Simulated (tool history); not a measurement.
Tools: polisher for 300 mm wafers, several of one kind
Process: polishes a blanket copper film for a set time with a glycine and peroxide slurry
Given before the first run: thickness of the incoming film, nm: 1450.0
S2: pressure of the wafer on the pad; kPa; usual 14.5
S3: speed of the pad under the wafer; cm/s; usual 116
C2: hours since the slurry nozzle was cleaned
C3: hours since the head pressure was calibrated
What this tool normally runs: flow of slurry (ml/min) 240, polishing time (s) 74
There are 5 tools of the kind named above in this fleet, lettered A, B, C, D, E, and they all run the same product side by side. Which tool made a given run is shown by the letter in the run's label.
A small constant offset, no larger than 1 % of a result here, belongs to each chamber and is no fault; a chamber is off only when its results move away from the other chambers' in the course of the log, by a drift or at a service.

Run 1A, hour 7.6: usual settings; wafers polished on this pad 452; C2 542.1; C3 548.4. Result: film removed (angstrom) 4383.6.
Run 2E, hour 11.5: usual settings; wafers polished on this pad 185; C2 290.6; C3 313. Result: film removed (angstrom) 4343.7.
Run 3C, hour 18: usual settings; wafers polished on this pad 360; C2 191.8; C3 211.9. Result: film removed (angstrom) 4344.7.
Run 4B, hour 22.1: usual settings; wafers polished on this pad 596; C2 227.4; C3 514.3. Result: film removed (angstrom) 4409.2.
Run 5D, hour 27.7: usual settings; wafers polished on this pad 662; C2 586.8; C3 69.9. Result: film removed (angstrom) 4356.5.
Run 6A, hour 32.7: usual settings; wafers polished on this pad 610; C2 567.2; C3 573.5. Result: film removed (angstrom) 4393.8.
Run 7E, hour 40.4: usual settings but flow of slurry (ml/min) 315; wafers polished on this pad 368; C2 319.5; C3 341.9. Result: film removed (angstrom) 4435.4.
Run 8C, hour 44.5: usual settings but flow of slurry (ml/min) 315; wafers polished on this pad 528; C2 218.3; C3 238.4. Result: film removed (angstrom) 4581.1.
At hour 48.8: chamber B: worn pad replaced by a new one.
At hour 48.8: chamber A: slurry nozzle cleaned.
At hour 48.9: chamber D: slurry nozzle cleaned.
Run 9B, hour 53.4: usual settings but flow of slurry (ml/min) 315; wafers polished on this pad 29; C2 258.7; C3 545.6. Result: film removed (angstrom) 4543.
Run 10D, hour 57.8: usual settings but flow of slurry (ml/min) 315; wafers polished on this pad 853; C2 8.9; C3 100. Result: film removed (angstrom) 4474.3.
Run 11B, hour 65.3: usual settings but flow of slurry (ml/min) 315; wafers polished on this pad 104; C2 270.6; C3 557.5. Result: film removed (angstrom) 4553.5.
Run 12A, hour 69.6: usual settings; wafers polished on this pad 843; C2 20.8; C3 610.4. Result: film removed (angstrom) 4374.4.
Run 13D, hour 76.8: usual settings; wafers polished on this pad 973; C2 27.9; C3 119. Result: film removed (angstrom) 4410.5.
Run 14C, hour 84.1: usual settings but polishing time (s) 86; wafers polished on this pad 778; C2 257.9; C3 278. Result: film removed (angstrom) 5108.6.
Run 15E, hour 88.5: usual settings but polishing time (s) 86; wafers polished on this pad 672; C2 367.6; C3 390. Result: film removed (angstrom) 5028.4.
Run 16C, hour 93.9: usual settings but polishing time (s) 86; wafers polished on this pad 840; C2 267.7; C3 287.8. Result: film removed (angstrom) 5110.6.
At hour 102.3: chamber D: worn pad replaced by a new one.
At hour 102.3: chamber E: worn pad replaced by a new one.
Run 17A, hour 102.6: usual settings but polishing time (s) 86; wafers polished on this pad 1052; C2 53.8; C3 643.4. Result: film removed (angstrom) 5155.1.
Run 18D, hour 107.3: usual settings but polishing time (s) 86; wafers polished on this pad 32; C2 58.4; C3 149.5. Result: film removed (angstrom) 5022.7.
Run 19B, hour 113.9: usual settings; wafers polished on this pad 411; C2 319.2; C3 606.1. Result: film removed (angstrom) 4330.8.
Run 20E, hour 119.6: usual settings; wafers polished on this pad 109; C2 398.7; C3 421.1. Result: film removed (angstrom) 4312.9.
Run 21D, hour 124.8: usual settings; wafers polished on this pad 142; C2 75.9; C3 167. Result: film removed (angstrom) 4411.7.
Run 22A, hour 132: usual settings; wafers polished on this pad 1238; C2 83.2; C3 672.8. Result: film removed (angstrom) 4366.3.
Run 23E, hour 135.9: usual settings; wafers polished on this pad 212; C2 415; C3 437.4. Result: film removed (angstrom) 4420.7.
At hour 137.7: chamber E: slurry nozzle cleaned.
Run 24C, hour 140.7: usual settings; wafers polished on this pad 1136; C2 314.5; C3 334.6. Result: film removed (angstrom) 4370.2.
Run 25B, hour 146.2: usual settings; wafers polished on this pad 615; C2 351.5; C3 638.4. Result: film removed (angstrom) 4380.8.
Run 26E, hour 151.6: usual settings; wafers polished on this pad 311; C2 13.9; C3 453.1. Result: film removed (angstrom) 4341.
Run 27B, hour 156.2: usual settings; wafers polished on this pad 678; C2 361.5; C3 648.4. Result: film removed (angstrom) 4395.4.
Run 28D, hour 160.4: usual settings; wafers polished on this pad 367; C2 111.5; C3 202.6. Result: film removed (angstrom) 4368.9.
Run 29C, hour 168: usual settings; wafers polished on this pad 1308; C2 341.8; C3 361.9. Result: film removed (angstrom) 4383.2.
At hour 172.2: chamber C: worn pad replaced by a new one.
Run 30A, hour 174.3: usual settings; wafers polished on this pad 1505; C2 125.5; C3 715.1. Result: film removed (angstrom) 4410.4.
At hour 174.5: chamber A: worn pad replaced by a new one.
At hour 174.7: chamber B: worn pad replaced by a new one.
Run 31D, hour 180: usual settings; wafers polished on this pad 491; C2 131.1; C3 222.2. Result: film removed (angstrom) 4396.7.
At hour 181.8: chamber C: head pressure recalibrated.
Run 32A, hour 185.7: usual settings; wafers polished on this pad 71; C2 136.9; C3 726.5. Result: film removed (angstrom) 4424.7.
Run 33B, hour 191: usual settings; wafers polished on this pad 103; C2 396.3; C3 683.2. Result: film removed (angstrom) 4409.6.
Run 34C, hour 198.3: usual settings; wafers polished on this pad 165; C2 372.1; C3 16.6. Result: film removed (angstrom) 4415.4.
Run 35E, hour 206.1: usual settings; wafers polished on this pad 656; C2 68.4; C3 507.6. Result: film removed (angstrom) 4390.8.
Run 36B, hour 211.3: usual settings; wafers polished on this pad 231; C2 416.6; C3 703.5. Result: film removed (angstrom) 4390.7.
Run 37A, hour 220.2: usual settings; wafers polished on this pad 289; C2 171.4; C3 761. Result: film removed (angstrom) 4457.4.
Run 38E, hour 228.2: usual settings but S2 17.9 kPa, S3 100 cm/s; wafers polished on this pad 795; C2 90.5; C3 529.7. Result: film removed (angstrom) 4622.5.
At hour 229.6: chamber E: worn pad replaced by a new one.
Run 39C, hour 235: usual settings but S2 17.9 kPa, S3 100 cm/s; wafers polished on this pad 397; C2 408.8; C3 53.3. Result: film removed (angstrom) 4587.7.
Run 40D, hour 239.6: usual settings but S2 17.9 kPa, S3 100 cm/s; wafers polished on this pad 868; C2 190.7; C3 281.8. Result: film removed (angstrom) 4645.5.
Run 41A, hour 244.5: usual settings but S2 17.9 kPa, S3 100 cm/s; wafers polished on this pad 442; C2 195.7; C3 785.3. Result: film removed (angstrom) 4666.4.
Run 42C, hour 252.1: usual settings but S2 17.9 kPa, S3 100 cm/s; wafers polished on this pad 505; C2 425.9; C3 70.4. Result: film removed (angstrom) 4691.5.
Run 43B, hour 260.7: usual settings; wafers polished on this pad 543; C2 466; C3 752.9. Result: film removed (angstrom) 4343.2.
Run 44E, hour 268.3: usual settings; wafers polished on this pad 245; C2 130.6; C3 569.8. Result: film removed (angstrom) 4356.9.

For the next run the whole fleet of 5 chambers uses the same settings. Give each chamber's results:
Run 45A, hour 274.8: usual settings. Result: film removed (angstrom) ?.
Run 45B, hour 274.8: usual settings. Result: film removed (angstrom) ?.
Run 45C, hour 274.8: usual settings. Result: film removed (angstrom) ?.
Run 45D, hour 274.8: usual settings. Result: film removed (angstrom) ?.
Run 45E, hour 274.8: usual settings. Result: film removed (angstrom) ?.

run  film removed (angstrom)
45A                   4381.8
45B                   4381.3
45C                   4362.7
45D                   4341.2
45E                   4366.5

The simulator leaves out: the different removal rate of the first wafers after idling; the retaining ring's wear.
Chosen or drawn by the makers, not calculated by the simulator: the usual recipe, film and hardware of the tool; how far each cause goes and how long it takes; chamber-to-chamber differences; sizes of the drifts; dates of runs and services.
